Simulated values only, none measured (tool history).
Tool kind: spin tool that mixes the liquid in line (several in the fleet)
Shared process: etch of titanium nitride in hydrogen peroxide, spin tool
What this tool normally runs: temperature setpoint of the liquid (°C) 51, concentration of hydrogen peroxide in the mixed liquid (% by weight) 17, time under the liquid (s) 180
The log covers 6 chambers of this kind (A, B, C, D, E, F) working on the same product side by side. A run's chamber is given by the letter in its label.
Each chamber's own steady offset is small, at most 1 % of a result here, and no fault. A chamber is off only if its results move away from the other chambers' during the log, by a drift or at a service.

run	hour	temperature setpoint of the liquid (°C)	concentration of hydrogen peroxide in the mixed liquid (% by weight)	time under the liquid (s)	hours since the thermometer was replaced	hours since the peroxide flow meter was replaced	hours since the heated supply line was repaired	hours since the drum of peroxide was connected	read-back film thickness of the titanium nitride reference wafer, read on the same gauge (nm)	thickness taken off the titanium nitride on a monitor wafer (Å)
1C	8.8	51	17	180	21.5	1266.9	471	140.2	110	45.978
2E	19.7	51	17	180	1418.4	177.3	2362.6	239.1	109.99	46.226
3B	26.1	51	17	180	468.5	516.7	301.1	632.7	110.01	47.102
4A	35.5	51	17	180	890.7	215.4	997.4	231	110	46.074
5D	41.2	51	17	180	459.5	317.4	2506.6	289.7	110.01	46.123
6F	48.6	51	17	180	764.5	981.1	688	498.3	109.99	46.183
7B	55.4	44.5	17	180	497.8	546	330.4	662	110.02	29.225
8A	68.3	44.5	17	180	923.5	248.2	1030.2	263.8	110.01	28.964
9C	78.1	44.5	17	180	90.8	1336.2	540.3	209.5	109.98	28.678
10F	87.8	44.5	17	180	803.7	1020.3	727.2	537.5	110	28.924
11E	94.7	44.5	17	180	1493.4	252.3	2437.6	314.1	109.99	29.212
12D	107.5	44.5	17	180	525.8	383.7	2572.9	356	110	29.106
# hour 107.6: chamber E: new drum of peroxide connected
13E	117.4	51	17	180	1516.1	275	2460.3	9.9	109.99	46.602
14F	128.4	51	17	285	844.3	1060.9	767.8	578.1	110	73.034
# hour 134.2: chamber D: heated supply line repaired
15A	137.4	51	17	285	992.6	317.3	1099.3	332.9	110.01	74.831
16D	149.2	51	17	285	567.5	425.4	15	397.7	109.99	74.302
17C	159.7	51	17	285	172.4	1417.8	621.9	291.1	109.99	73.478
18B	166	51	17	285	608.4	656.6	441	772.6	109.99	74.097
# hour 167.9: chamber F: new drum of peroxide connected
19E	174.1	51	17	285	1572.8	331.7	2517	66.6	109.99	73.098
20D	182.7	51	17	180	601	458.9	48.5	431.2	109.98	46.463
21A	193.7	51	17	180	1048.9	373.6	1155.6	389.2	110	47.578
22B	202.6	51	17	180	645	693.2	477.6	809.2	110	46.913
23C	212	51	17	180	224.7	1470.1	674.2	343.4	110.01	46.062
24F	220.4	51	17	180	936.3	1152.9	859.8	52.6	110	46.286
25A	229.3	51	17	180	1084.5	409.2	1191.2	424.8	110	47.948
26F	239.8	47.5	17	180	955.7	1172.3	879.2	72	109.99	35.776
27B	247.4	47.5	17	180	689.8	738	522.4	854	110.01	36.08
28D	254.5	47.5	17	180	672.8	530.7	120.3	503	110.01	36.125
29C	265.5	47.5	17	180	278.2	1523.6	727.7	396.9	109.99	35.552
30E	275.9	47.5	17	180	1674.6	433.5	2618.8	168.4	110.01	35.967
# hour 281.3: chamber F: peroxide flow meter replaced
31B	288.2	47.5	17	180	730.6	778.8	563.2	894.8	109.98	36.448
32C	295.7	51	13	260	308.4	1553.8	757.9	427.1	110	63.238
33F	307.1	51	13	260	1023	25.8	946.5	139.3	109.99	63.247
# hour 316.3: chamber B: new drum of peroxide connected
34D	317.4	51	13	260	735.7	593.6	183.2	565.9	110	63.845
35E	325.9	51	13	260	1724.6	483.5	2668.8	218.4	110	63.522
# hour 332.7: chamber A: new drum of peroxide connected
# hour 338: chamber A: heated supply line repaired
36A	338	51	13	260	1193.2	517.9	0	5.4	110	67.859
37B	344.3	51	13	260	786.7	834.9	619.3	28.1	110	63.806
38A	351.3	51	17	180	1206.5	531.2	13.3	18.7	110	49.5

Predict what each chamber gives when all 6 of them run the settings below next.
39A	360.8	42.5	17	180						?
39B	360.8	42.5	17	180						?
39C	360.8	42.5	17	180						?
39D	360.8	42.5	17	180						?
39E	360.8	42.5	17	180						?
39F	360.8	42.5	17	180						?

run	thickness taken off the titanium nitride on a monitor wafer (Å)
39A	26.64
39B	24.982
39C	24.523
39D	25.029
39E	25.106
39F	25.275

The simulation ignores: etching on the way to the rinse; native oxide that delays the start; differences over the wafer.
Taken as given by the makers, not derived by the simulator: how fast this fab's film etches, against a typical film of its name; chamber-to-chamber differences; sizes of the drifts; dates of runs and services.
